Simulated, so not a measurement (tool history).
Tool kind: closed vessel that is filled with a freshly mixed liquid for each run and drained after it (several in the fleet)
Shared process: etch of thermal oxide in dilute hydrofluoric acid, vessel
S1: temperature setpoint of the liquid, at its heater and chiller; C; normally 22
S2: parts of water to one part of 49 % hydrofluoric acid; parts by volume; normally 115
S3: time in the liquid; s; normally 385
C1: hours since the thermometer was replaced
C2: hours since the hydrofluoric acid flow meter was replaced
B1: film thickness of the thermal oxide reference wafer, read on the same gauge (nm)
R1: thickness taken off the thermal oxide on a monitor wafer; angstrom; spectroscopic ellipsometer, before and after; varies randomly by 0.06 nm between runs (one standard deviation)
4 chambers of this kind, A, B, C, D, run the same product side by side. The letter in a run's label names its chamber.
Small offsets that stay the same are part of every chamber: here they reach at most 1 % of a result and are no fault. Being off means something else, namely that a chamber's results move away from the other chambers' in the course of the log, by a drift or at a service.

run   hour    S1   S2   S3      C1      C2      B1      R1
 1D    8.2    22  115  385   561.9   825.6  150.01  149.37
 2C   22.3    22  115  385  1209.9  1462.3  149.99  147.27
      29.1  -- chamber B: hydrofluoric acid flow meter replaced
 3B   29.9    22  115  385    1050     0.8     150  147.17
 4A   38.8    22  115  385  1842.2   292.7  149.97  147.59
 5B   49.1    22  115  385  1069.2      20  150.04  146.76
 6D   59.8    22  115  385   613.5   877.2  150.03  149.46
 7C     67    22  115  385  1254.6    1507  150.04  147.04
 8A   76.4    22  115  385  1879.8   330.3  150.01   148.5
 9A     84    22  115  385  1887.4   337.9  149.98  147.46
10D   92.1    22  115  385   645.8   909.5  150.03  149.69
11C    102    22  115  385  1289.6    1542     150  147.05
12B  109.3    22  115  385  1129.4    80.2  150.02  146.86
13D  123.2    22  115  385   676.9   940.6  150.04  149.23
       126  -- chamber B: thermometer replaced
14C  131.1    22  115  385  1318.7  1571.1  149.99  147.04
15A  144.6  26.5  115  180    1948   398.5  150.01  82.537
16B  158.4  26.5  115  180    32.5   129.3  150.01  81.921
17B  164.7  26.5  115  180    38.8   135.6  150.03  82.143
18D  175.6  26.5  115  180   729.3     993  150.06  83.651
19C  189.3    22  115  385  1376.9  1629.3  149.98  146.54
20A  201.3    22  115  385  2004.7   455.2  149.97  147.79
21C  214.8    22  115  385  1402.4  1654.8  150.01   146.9
22A  222.1    22  115  385  2025.5     476  150.01  147.33
23B  236.1    22  115  385   110.2     207  149.92  147.26
24D  243.8    22  115  385   797.5  1061.2     150  149.47
25D  252.4    22  115  385   806.1  1069.8  149.99  150.09
     255.1  -- chamber D: thermometer replaced
26A  258.9    20  115  385  2062.3   512.8  150.01  136.85
27B  265.9    20  115  385     140   236.8  149.99  136.09
28C  274.8    20  115  385  1462.4  1714.8     150  135.99
29B  283.5    20  115  385   157.6   254.4  149.97  137.21
30A  292.2    22  115  385  2095.6   546.1  149.99   148.5
31D  304.9    22  115  385    49.9  1122.3     150  148.67
32C  313.9    22  115  385  1501.5  1753.9  149.99  148.13
33A  324.7    24  165  385  2128.1   578.6     150  105.52
34D  332.3    24  165  385    77.3  1149.7  149.98  105.57
35C  344.4    24  165  385    1532  1784.4  149.99  105.15
36B  358.5    24  165  385   232.6   329.4  149.99  104.43
     363.3  -- chamber A: hydrofluoric acid flow meter replaced
37A  367.2    22  115  385  2170.6       4  150.02  147.45
38B  377.7    22  115  385   251.8   348.6  150.04   147.5
39D  391.3    22  115  385   136.3  1208.7  150.02  149.99
40C  398.8    22  115  385  1586.4  1838.8  149.96  147.65
41B  410.5    22  115  305   284.6   381.4  149.99  115.59
42D  422.3    22  115  305   167.3  1239.7  150.01  118.53
43A  431.5    22  115  305  2234.9    68.3  149.97   117.2
44C  438.9    22  115  305  1626.5  1878.9  150.01  116.74

What goes on in this fleet: one chamber off, a drifting gauge, or nothing beyond the chambers' own small offsets? Name the chamber and the cause, if any.

Beyond each chamber's small constant offset nothing stands out, and the gauge stays steady.

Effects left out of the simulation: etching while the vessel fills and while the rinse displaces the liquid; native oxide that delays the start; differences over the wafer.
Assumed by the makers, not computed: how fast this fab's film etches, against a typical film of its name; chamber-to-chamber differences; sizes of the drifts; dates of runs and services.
